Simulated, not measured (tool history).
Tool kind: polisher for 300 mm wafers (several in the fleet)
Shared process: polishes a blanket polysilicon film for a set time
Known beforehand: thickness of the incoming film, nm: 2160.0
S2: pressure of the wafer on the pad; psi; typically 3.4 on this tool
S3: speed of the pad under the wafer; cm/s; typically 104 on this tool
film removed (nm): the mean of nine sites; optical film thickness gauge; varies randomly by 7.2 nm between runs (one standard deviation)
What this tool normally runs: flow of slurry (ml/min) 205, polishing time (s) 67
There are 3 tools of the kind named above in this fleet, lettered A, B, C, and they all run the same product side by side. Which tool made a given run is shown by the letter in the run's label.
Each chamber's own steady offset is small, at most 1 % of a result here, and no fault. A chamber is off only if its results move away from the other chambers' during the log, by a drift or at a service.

Run 1A, day 0.138: usual settings. Result: film removed (nm) 604.20.
Run 2B, day 0.304: usual settings. Result: film removed (nm) 589.51.
Run 3C, day 0.438: usual settings. Result: film removed (nm) 584.95.
Run 4C, day 0.658: usual settings. Result: film removed (nm) 589.40.
Run 5A, day 0.821: usual settings but flow of slurry (ml/min) 180, S3 86 cm/s. Result: film removed (nm) 473.65.
Run 6B, day 0.988: usual settings but flow of slurry (ml/min) 180, S3 86 cm/s. Result: film removed (nm) 474.77.
Run 7C, day 1.100: usual settings but flow of slurry (ml/min) 180, S3 86 cm/s. Result: film removed (nm) 489.80.
Run 8A, day 1.258: usual settings. Result: film removed (nm) 572.33.
Run 9B, day 1.383: usual settings. Result: film removed (nm) 586.16.
At day 1.567: chamber B: worn pad replaced by a new one.
Run 10A, day 1.612: usual settings. Result: film removed (nm) 569.46.
Run 11B, day 1.742: usual settings but flow of slurry (ml/min) 235, polishing time (s) 75. Result: film removed (nm) 654.31.
Run 12C, day 1.904: usual settings but flow of slurry (ml/min) 235, polishing time (s) 75. Result: film removed (nm) 646.69.
At day 2.004: chamber A: worn pad replaced by a new one.
Run 13C, day 2.104: usual settings but flow of slurry (ml/min) 235, polishing time (s) 75. Result: film removed (nm) 653.80.
Run 14A, day 2.271: usual settings. Result: film removed (nm) 580.90.
Run 15B, day 2.383: usual settings. Result: film removed (nm) 597.23.
Run 16A, day 2.550: usual settings. Result: film removed (nm) 593.11.
Run 17B, day 2.662: usual settings but S2 2.2 psi, S3 84 cm/s. Result: film removed (nm) 306.83.
Run 18C, day 2.850: usual settings but S2 2.2 psi, S3 84 cm/s. Result: film removed (nm) 296.62.
Run 19B, day 3.025: usual settings but S2 2.2 psi, S3 84 cm/s. Result: film removed (nm) 306.47.
Run 20A, day 3.242: usual settings but S2 2.4 psi, polishing time (s) 54. Result: film removed (nm) 335.82.
Run 21C, day 3.454: usual settings but S2 2.4 psi, polishing time (s) 54. Result: film removed (nm) 322.36.
Run 22C, day 3.579: usual settings but S2 2.4 psi, polishing time (s) 54. Result: film removed (nm) 311.18.
Run 23B, day 3.808: usual settings. Result: film removed (nm) 577.12.
Run 24A, day 3.921: usual settings. Result: film removed (nm) 578.06.
Run 25A, day 4.092: usual settings. Result: film removed (nm) 593.04.
Run 26C, day 4.296: usual settings. Result: film removed (nm) 550.74.
Run 27B, day 4.525: usual settings. Result: film removed (nm) 577.03.
Run 28A, day 4.758: usual settings. Result: film removed (nm) 578.16.

Predict what each chamber gives when all 3 of them run the settings below next.
Run 29A, day 4.929: usual settings but flow of slurry (ml/min) 150. Result: film removed (nm) ?.
Run 29B, day 4.929: usual settings but flow of slurry (ml/min) 150. Result: film removed (nm) ?.
Run 29C, day 4.929: usual settings but flow of slurry (ml/min) 150. Result: film removed (nm) ?.

run  film removed (nm)
29A             564.69
29B             558.53
29C             507.02
